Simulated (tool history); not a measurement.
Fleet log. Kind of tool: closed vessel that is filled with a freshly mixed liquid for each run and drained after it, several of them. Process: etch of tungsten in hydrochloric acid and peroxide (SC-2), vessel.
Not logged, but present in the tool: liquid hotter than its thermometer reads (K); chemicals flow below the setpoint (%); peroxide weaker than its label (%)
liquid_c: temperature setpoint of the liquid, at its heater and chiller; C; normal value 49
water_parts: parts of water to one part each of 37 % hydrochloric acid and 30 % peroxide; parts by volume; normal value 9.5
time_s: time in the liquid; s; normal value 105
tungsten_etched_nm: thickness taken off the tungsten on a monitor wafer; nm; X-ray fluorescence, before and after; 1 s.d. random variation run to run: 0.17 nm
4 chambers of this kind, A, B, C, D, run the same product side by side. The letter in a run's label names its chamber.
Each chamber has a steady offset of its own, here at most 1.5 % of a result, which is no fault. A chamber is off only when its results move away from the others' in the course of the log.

| run | hour | liquid_c | water_parts | time_s | hours since the thermometer was replaced | hours since the chemicals flow meter was replaced | hours since the drum of peroxide was connected | read-back film thickness of the tungsten reference wafer, read on the same gauge (nm) | tungsten_etched_nm |
|---|---|---|---|---|---|---|---|---|---|
| 1C | 7.4 | 49 | 9.5 | 105 | 93.5 | 1926.9 | 384.8 | 59.998 | 38.343 |
|  | 10.2 | chamber C: chemicals flow meter replaced |
| 2D | 12 | 49 | 9.5 | 105 | 116.4 | 1019.6 | 1310.4 | 60.004 | 38.836 |
| 3B | 16.7 | 49 | 9.5 | 105 | 640.8 | 442.3 | 547 | 59.983 | 38.959 |
| 4A | 21 | 49 | 9.5 | 105 | 1177.2 | 1313.5 | 188.6 | 59.983 | 38.142 |
| 5C | 26.5 | 49 | 9.5 | 105 | 112.6 | 16.3 | 403.9 | 59.997 | 37.938 |
| 6D | 34.7 | 49 | 9.5 | 105 | 139.1 | 1042.3 | 1333.1 | 60.021 | 38.477 |
| 7A | 41.7 | 49 | 9.5 | 105 | 1197.9 | 1334.2 | 209.3 | 59.978 | 38.333 |
| 8B | 45.8 | 49 | 9.5 | 105 | 669.9 | 471.4 | 576.1 | 60 | 39.112 |
| 9A | 51.5 | 49 | 9.5 | 135 | 1207.7 | 1344 | 219.1 | 60.012 | 49.429 |
| 10B | 58.1 | 49 | 9.5 | 135 | 682.2 | 483.7 | 588.4 | 60.006 | 50.277 |
| 11D | 66.1 | 49 | 9.5 | 135 | 170.5 | 1073.7 | 1364.5 | 60.006 | 49.641 |
| 12C | 72.8 | 49 | 9.5 | 135 | 158.9 | 62.6 | 450.2 | 59.997 | 48.93 |
| 13D | 76.9 | 42 | 9.5 | 105 | 181.3 | 1084.5 | 1375.3 | 59.987 | 23.776 |
| 14A | 82.9 | 42 | 9.5 | 105 | 1239.1 | 1375.4 | 250.5 | 60.015 | 23.7 |
| 15C | 91.8 | 42 | 9.5 | 105 | 177.9 | 81.6 | 469.2 | 60.013 | 23.226 |
| 16B | 100.3 | 42 | 9.5 | 105 | 724.4 | 525.9 | 630.6 | 60.005 | 24.425 |
|  | 105.2 | chamber D: new drum of peroxide connected |
| 17C | 108.1 | 49 | 9.5 | 105 | 194.2 | 97.9 | 485.5 | 60.018 | 38.119 |
| 18B | 115.6 | 49 | 9.5 | 105 | 739.7 | 541.2 | 645.9 | 60.001 | 39.049 |
| 19D | 124.2 | 58.5 | 7 | 105 | 228.6 | 1131.8 | 19.1 | 60.002 | 91.132 |
| 20A | 132 | 58.5 | 7 | 105 | 1288.2 | 1424.5 | 299.6 | 60.004 | 91.898 |
| 21B | 140.4 | 58.5 | 7 | 105 | 764.5 | 566 | 670.7 | 59.989 | 91.507 |
| 22D | 146.1 | 58.5 | 7 | 105 | 250.5 | 1153.7 | 41 | 59.975 | 91.113 |
| 23A | 150.7 | 49 | 9.5 | 105 | 1306.9 | 1443.2 | 318.3 | 60.008 | 38.351 |
| 24C | 159.2 | 39.5 | 9.5 | 70 | 245.3 | 149 | 536.6 | 59.992 | 12.986 |
| 25A | 167.9 | 39.5 | 9.5 | 70 | 1324.1 | 1460.4 | 335.5 | 59.973 | 13.222 |
| 26C | 177.1 | 39.5 | 9.5 | 70 | 263.2 | 166.9 | 554.5 | 59.972 | 12.966 |
| 27B | 184 | 39.5 | 9.5 | 70 | 808.1 | 609.6 | 714.3 | 60.01 | 13.579 |
| 28D | 190.1 | 49 | 9.5 | 105 | 294.5 | 1197.7 | 85 | 59.998 | 38.599 |
| 29A | 199 | 49 | 9.5 | 105 | 1355.2 | 1491.5 | 366.6 | 59.992 | 38.593 |
| 30C | 207.5 | 43.5 | 9.5 | 45 | 293.6 | 197.3 | 584.9 | 59.983 | 11.214 |
| 31D | 213 | 43.5 | 9.5 | 45 | 317.4 | 1220.6 | 107.9 | 59.982 | 11.446 |
| 32B | 219.6 | 43.5 | 9.5 | 45 | 843.7 | 645.2 | 749.9 | 59.987 | 11.526 |
| 33A | 224.5 | 43.5 | 9.5 | 45 | 1380.7 | 1517 | 392.1 | 59.975 | 11.27 |
| 34B | 233.3 | 49 | 9.5 | 105 | 857.4 | 658.9 | 763.6 | 59.995 | 39.248 |
| 35D | 239.6 | 49 | 9.5 | 105 | 344 | 1247.2 | 134.5 | 60.007 | 38.311 |

All chambers now run identical settings, listed one chamber a line with results as question marks. What results will each chamber show?
| 36A | 246.3 | 49 | 9.5 | 105 |  |  |  |  | ? |
| 36B | 246.3 | 49 | 9.5 | 105 |  |  |  |  | ? |
| 36C | 246.3 | 49 | 9.5 | 105 |  |  |  |  | ? |
| 36D | 246.3 | 49 | 9.5 | 105 |  |  |  |  | ? |

| run | tungsten_etched_nm |
|---|---|
| 36A | 38.281 |
| 36B | 39.061 |
| 36C | 38.066 |
| 36D | 38.785 |
